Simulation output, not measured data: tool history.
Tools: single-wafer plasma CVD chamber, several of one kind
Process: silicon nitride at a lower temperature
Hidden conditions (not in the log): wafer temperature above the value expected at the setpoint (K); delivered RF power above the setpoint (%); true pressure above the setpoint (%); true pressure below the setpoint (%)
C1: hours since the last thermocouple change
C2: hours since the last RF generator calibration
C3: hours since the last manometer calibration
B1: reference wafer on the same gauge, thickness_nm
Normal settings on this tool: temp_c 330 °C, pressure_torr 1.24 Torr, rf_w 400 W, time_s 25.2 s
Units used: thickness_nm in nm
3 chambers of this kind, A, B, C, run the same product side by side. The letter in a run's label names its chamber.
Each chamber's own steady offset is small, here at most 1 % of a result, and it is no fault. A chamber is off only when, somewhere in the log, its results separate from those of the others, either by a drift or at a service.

{"run": "1C", "day": 0.412, "temp_c": 330, "pressure_torr": 1.24, "rf_w": 400, "time_s": 25.2, "C1": 1259.9, "C2": 345.3, "C3": 54.2, "B1": 39.491, "thickness_nm": 33.338}
{"run": "2A", "day": 0.879, "temp_c": 330, "pressure_torr": 1.24, "rf_w": 400, "time_s": 25.2, "C1": 1529.1, "C2": 709.7, "C3": 112.8, "B1": 39.473, "thickness_nm": 33.683}
{"run": "3B", "day": 1.146, "temp_c": 330, "pressure_torr": 1.24, "rf_w": 400, "time_s": 25.2, "C1": 1335, "C2": 845.2, "C3": 1152.7, "B1": 39.49, "thickness_nm": 33.39}
{"run": "4A", "day": 1.592, "temp_c": 330, "pressure_torr": 1.24, "rf_w": 400, "time_s": 25.2, "C1": 1546.2, "C2": 726.8, "C3": 129.9, "B1": 39.478, "thickness_nm": 33.56}
{"run": "5B", "day": 1.954, "temp_c": 330, "pressure_torr": 1.24, "rf_w": 400, "time_s": 25.2, "C1": 1354.4, "C2": 864.6, "C3": 1172.1, "B1": 39.479, "thickness_nm": 33.454}
{"run": "6C", "day": 2.221, "temp_c": 330, "pressure_torr": 1.24, "rf_w": 400, "time_s": 25.2, "C1": 1303.3, "C2": 388.7, "C3": 97.6, "B1": 39.48, "thickness_nm": 33.326}
{"run": "7B", "day": 2.588, "temp_c": 330, "pressure_torr": 1.24, "rf_w": 400, "time_s": 25.2, "C1": 1369.6, "C2": 879.8, "C3": 1187.3, "B1": 39.449, "thickness_nm": 33.359}
{"run": "8C", "day": 2.862, "temp_c": 330, "pressure_torr": 1.24, "rf_w": 400, "time_s": 25.2, "C1": 1318.7, "C2": 404.1, "C3": 113, "B1": 39.441, "thickness_nm": 33.373}
{"run": "9A", "day": 3.279, "temp_c": 317, "pressure_torr": 1.24, "rf_w": 400, "time_s": 25.2, "C1": 1586.7, "C2": 767.3, "C3": 170.4, "B1": 39.45, "thickness_nm": 33.739}
{"run": "10B", "day": 3.667, "temp_c": 317, "pressure_torr": 1.24, "rf_w": 400, "time_s": 25.2, "C1": 1395.5, "C2": 905.7, "C3": 1213.2, "B1": 39.449, "thickness_nm": 33.528}
{"run": "11A", "day": 3.875, "temp_c": 317, "pressure_torr": 1.24, "rf_w": 400, "time_s": 25.2, "C1": 1601, "C2": 781.6, "C3": 184.7, "B1": 39.428, "thickness_nm": 33.751}
{"run": "12C", "day": 4.212, "temp_c": 330, "pressure_torr": 1.24, "rf_w": 400, "time_s": 25.2, "C1": 1351.1, "C2": 436.5, "C3": 145.4, "B1": 39.432, "thickness_nm": 33.361}
{"run": "13C", "day": 4.558, "temp_c": 330, "pressure_torr": 1.24, "rf_w": 400, "time_s": 25.2, "C1": 1359.4, "C2": 444.8, "C3": 153.7, "B1": 39.437, "thickness_nm": 33.265}
{"run": "14B", "day": 4.962, "temp_c": 330, "pressure_torr": 1.24, "rf_w": 400, "time_s": 25.2, "C1": 1426.6, "C2": 936.8, "C3": 1244.3, "B1": 39.421, "thickness_nm": 33.353}
{"run": "15A", "day": 5.404, "temp_c": 330, "pressure_torr": 1.24, "rf_w": 400, "time_s": 25.2, "C1": 1637.7, "C2": 818.3, "C3": 221.4, "B1": 39.419, "thickness_nm": 33.573}
{"run": "16C", "day": 5.658, "temp_c": 330, "pressure_torr": 1.24, "rf_w": 400, "time_s": 25.2, "C1": 1385.8, "C2": 471.2, "C3": 180.1, "B1": 39.403, "thickness_nm": 33.367}
{"run": "17A", "day": 5.925, "temp_c": 330, "pressure_torr": 1.24, "rf_w": 400, "time_s": 25.2, "C1": 1650.2, "C2": 830.8, "C3": 233.9, "B1": 39.401, "thickness_nm": 33.604}
{"run": "18B", "day": 6.325, "temp_c": 330, "pressure_torr": 1.24, "rf_w": 400, "time_s": 25.2, "C1": 1459.3, "C2": 969.5, "C3": 1277, "B1": 39.392, "thickness_nm": 33.296}
{"run": "19B", "day": 6.7, "temp_c": 330, "pressure_torr": 1.24, "rf_w": 400, "time_s": 25.2, "C1": 1468.3, "C2": 978.5, "C3": 1286, "B1": 39.387, "thickness_nm": 33.369}
{"run": "20A", "day": 7.012, "temp_c": 321, "pressure_torr": 1.24, "rf_w": 460, "time_s": 25.2, "C1": 1676.3, "C2": 856.9, "C3": 260, "B1": 39.385, "thickness_nm": 36.517}
{"run": "21C", "day": 7.417, "temp_c": 321, "pressure_torr": 1.24, "rf_w": 460, "time_s": 25.2, "C1": 1428, "C2": 513.4, "C3": 222.3, "B1": 39.397, "thickness_nm": 36.335}
{"run": "22C", "day": 7.746, "temp_c": 321, "pressure_torr": 1.24, "rf_w": 460, "time_s": 25.2, "C1": 1435.9, "C2": 521.3, "C3": 230.2, "B1": 39.391, "thickness_nm": 36.321}
{"day": 7.912, "done": "chamber C: thermocouple changed; heater temperature recalibrated"}
{"run": "23B", "day": 8.0, "temp_c": 339, "pressure_torr": 0.96, "rf_w": 400, "time_s": 25.2, "C1": 1499.5, "C2": 1009.7, "C3": 1317.2, "B1": 39.371, "thickness_nm": 30.775}
{"run": "24A", "day": 8.212, "temp_c": 339, "pressure_torr": 0.96, "rf_w": 400, "time_s": 25.2, "C1": 1705.1, "C2": 885.7, "C3": 288.8, "B1": 39.381, "thickness_nm": 30.948}
{"run": "25A", "day": 8.442, "temp_c": 339, "pressure_torr": 0.96, "rf_w": 400, "time_s": 25.2, "C1": 1710.6, "C2": 891.2, "C3": 294.3, "B1": 39.379, "thickness_nm": 30.928}
{"run": "26B", "day": 8.817, "temp_c": 330, "pressure_torr": 1.24, "rf_w": 400, "time_s": 25.2, "C1": 1519.1, "C2": 1029.3, "C3": 1336.8, "B1": 39.365, "thickness_nm": 33.336}
{"run": "27C", "day": 9.112, "temp_c": 319, "pressure_torr": 1.24, "rf_w": 400, "time_s": 25.2, "C1": 28.8, "C2": 554.1, "C3": 263, "B1": 39.352, "thickness_nm": 33.383}
{"run": "28A", "day": 9.521, "temp_c": 319, "pressure_torr": 1.24, "rf_w": 400, "time_s": 25.2, "C1": 1736.5, "C2": 917.1, "C3": 320.2, "B1": 39.344, "thickness_nm": 33.617}
{"run": "29B", "day": 9.888, "temp_c": 319, "pressure_torr": 1.24, "rf_w": 400, "time_s": 25.2, "C1": 1544.8, "C2": 1055, "C3": 1362.5, "B1": 39.339, "thickness_nm": 33.41}
{"run": "30C", "day": 10.329, "temp_c": 330, "pressure_torr": 1.24, "rf_w": 400, "time_s": 25.2, "C1": 58, "C2": 583.3, "C3": 292.2, "B1": 39.324, "thickness_nm": 33.247}
{"run": "31A", "day": 10.546, "temp_c": 330, "pressure_torr": 1.24, "rf_w": 400, "time_s": 25.2, "C1": 1761.1, "C2": 941.7, "C3": 344.8, "B1": 39.35, "thickness_nm": 33.461}
{"run": "32B", "day": 10.888, "temp_c": 330, "pressure_torr": 1.12, "rf_w": 400, "time_s": 25.2, "C1": 1568.8, "C2": 1079, "C3": 1386.5, "B1": 39.326, "thickness_nm": 32.258}
{"run": "33C", "day": 11.133, "temp_c": 330, "pressure_torr": 1.12, "rf_w": 400, "time_s": 25.2, "C1": 77.3, "C2": 602.6, "C3": 311.5, "B1": 39.317, "thickness_nm": 32.139}
{"run": "34C", "day": 11.538, "temp_c": 330, "pressure_torr": 1.12, "rf_w": 400, "time_s": 25.2, "C1": 87, "C2": 612.3, "C3": 321.2, "B1": 39.323, "thickness_nm": 32.229}
{"run": "35A", "day": 11.825, "temp_c": 330, "pressure_torr": 1.24, "rf_w": 400, "time_s": 25.2, "C1": 1791.8, "C2": 972.4, "C3": 375.5, "B1": 39.319, "thickness_nm": 33.472}
{"run": "36B", "day": 12.146, "temp_c": 330, "pressure_torr": 1.24, "rf_w": 400, "time_s": 25.2, "C1": 1599, "C2": 1109.2, "C3": 1416.7, "B1": 39.308, "thickness_nm": 33.312}
{"run": "37A", "day": 12.388, "temp_c": 330, "pressure_torr": 1.24, "rf_w": 400, "time_s": 25.2, "C1": 1805.3, "C2": 985.9, "C3": 389, "B1": 39.308, "thickness_nm": 33.485}
{"run": "38B", "day": 12.721, "temp_c": 330, "pressure_torr": 1.24, "rf_w": 400, "time_s": 25.2, "C1": 1612.8, "C2": 1123, "C3": 1430.5, "B1": 39.298, "thickness_nm": 33.213}

Is one chamber out of step, is the gauge drifting, or do the chambers differ by no more than their own small offsets? For an off chamber, give its letter and the likeliest cause.

No chamber is off; the gauge reading every chamber's wafers drifts, which makes the whole fleet appear to move together.
Most likely cause: gauge reads low (%) = 0.514.
